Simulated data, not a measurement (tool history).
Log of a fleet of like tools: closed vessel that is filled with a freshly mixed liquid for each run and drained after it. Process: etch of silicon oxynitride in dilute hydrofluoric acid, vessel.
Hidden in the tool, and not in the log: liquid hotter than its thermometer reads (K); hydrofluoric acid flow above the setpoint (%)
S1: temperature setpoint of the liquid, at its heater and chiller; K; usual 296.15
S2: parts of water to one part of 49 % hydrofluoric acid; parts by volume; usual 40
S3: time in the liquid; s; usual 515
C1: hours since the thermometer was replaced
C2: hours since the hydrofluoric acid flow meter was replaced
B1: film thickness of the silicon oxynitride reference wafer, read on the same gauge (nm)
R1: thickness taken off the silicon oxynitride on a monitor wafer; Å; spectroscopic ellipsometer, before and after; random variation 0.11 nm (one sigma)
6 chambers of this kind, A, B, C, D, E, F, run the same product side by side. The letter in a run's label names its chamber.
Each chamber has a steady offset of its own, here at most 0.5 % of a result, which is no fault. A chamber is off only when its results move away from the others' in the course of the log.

run,hour,S1,S2,S3,C1,C2,B1,R1
1A,5.8,296.15,40,515,1559.9,576.2,79.985,302.26
2C,13.5,296.15,40,515,817.8,915.2,80.010,303.41
3E,21.8,296.15,40,515,1241.8,93.8,80.004,301.84
4D,26.5,296.15,40,515,411.9,386.5,79.981,301.74
5F,32.8,296.15,50,245,390.6,1719.2,80.010,113.52
6B,41.8,296.15,50,245,431.0,868.6,79.997,113.69
7B,50.5,296.15,50,245,439.7,877.3,79.986,113.25
8D,57.1,296.15,50,245,442.5,417.1,79.983,113.69
9F,64.8,296.15,50,245,422.6,1751.2,79.996,113.83
10E,70.3,296.15,50,245,1290.3,142.3,80.010,113.32
11C,80.4,296.15,40,515,884.7,982.1,79.995,303.67
12A,88.3,296.15,40,515,1642.4,658.7,80.019,301.24
# hour 92.3: chamber C: hydrofluoric acid flow meter replaced
13D,95.2,296.15,40,515,480.6,455.2,79.992,302.80
14A,102.1,296.15,40,515,1656.2,672.5,79.996,300.97
# hour 105.5: chamber A: hydrofluoric acid flow meter replaced
15E,110.0,296.15,40,515,1330.0,182.0,80.004,302.42
16C,115.3,296.15,40,515,919.6,23.1,79.977,302.65
17B,124.0,296.15,40,515,513.2,950.8,79.984,302.24
18F,131.5,296.15,40,515,489.3,1817.9,80.019,303.25
19F,136.2,296.15,40,515,494.0,1822.6,79.999,300.29
20B,140.6,293.65,40,410,529.8,967.4,80.008,210.77
21E,147.6,293.65,40,410,1367.6,219.6,79.993,212.07
22D,156.5,293.65,40,410,541.9,516.5,80.002,211.94
# hour 157.4: chamber E: thermometer replaced
# hour 162.8: chamber D: hydrofluoric acid flow meter replaced
23C,165.1,293.65,40,410,969.4,72.9,80.001,212.74
24A,170.3,293.65,40,410,1724.4,64.8,79.999,212.25
25D,176.2,293.65,40,410,561.6,13.4,80.005,212.20
26C,184.0,296.15,40,515,988.3,91.8,79.995,302.65
27F,193.9,294.65,40,375,551.7,1880.3,79.992,204.27
28B,198.5,294.65,40,375,587.7,1025.3,80.008,204.13
29A,203.0,294.65,40,375,1757.1,97.5,79.996,204.49
30E,209.7,294.65,40,375,52.3,281.7,79.990,202.68
31B,217.0,294.65,40,375,606.2,1043.8,80.006,203.46
32A,221.5,294.65,40,375,1775.6,116.0,80.005,204.36
33F,226.1,296.15,40,515,583.9,1912.5,80.012,300.79
34E,235.9,296.15,40,515,78.5,307.9,80.001,300.29
35D,245.7,296.15,40,515,631.1,82.9,80.006,302.13
36C,251.4,296.15,40,515,1055.7,159.2,79.999,302.51

Next, every chamber runs the same settings. What will each give?
37A,258.6,296.15,60,515,,,,?
37B,258.6,296.15,60,515,,,,?
37C,258.6,296.15,60,515,,,,?
37D,258.6,296.15,60,515,,,,?
37E,258.6,296.15,60,515,,,,?
37F,258.6,296.15,60,515,,,,?

run,R1
37A,199.44
37B,198.71
37C,198.98
37D,197.93
37E,195.64
37F,197.07
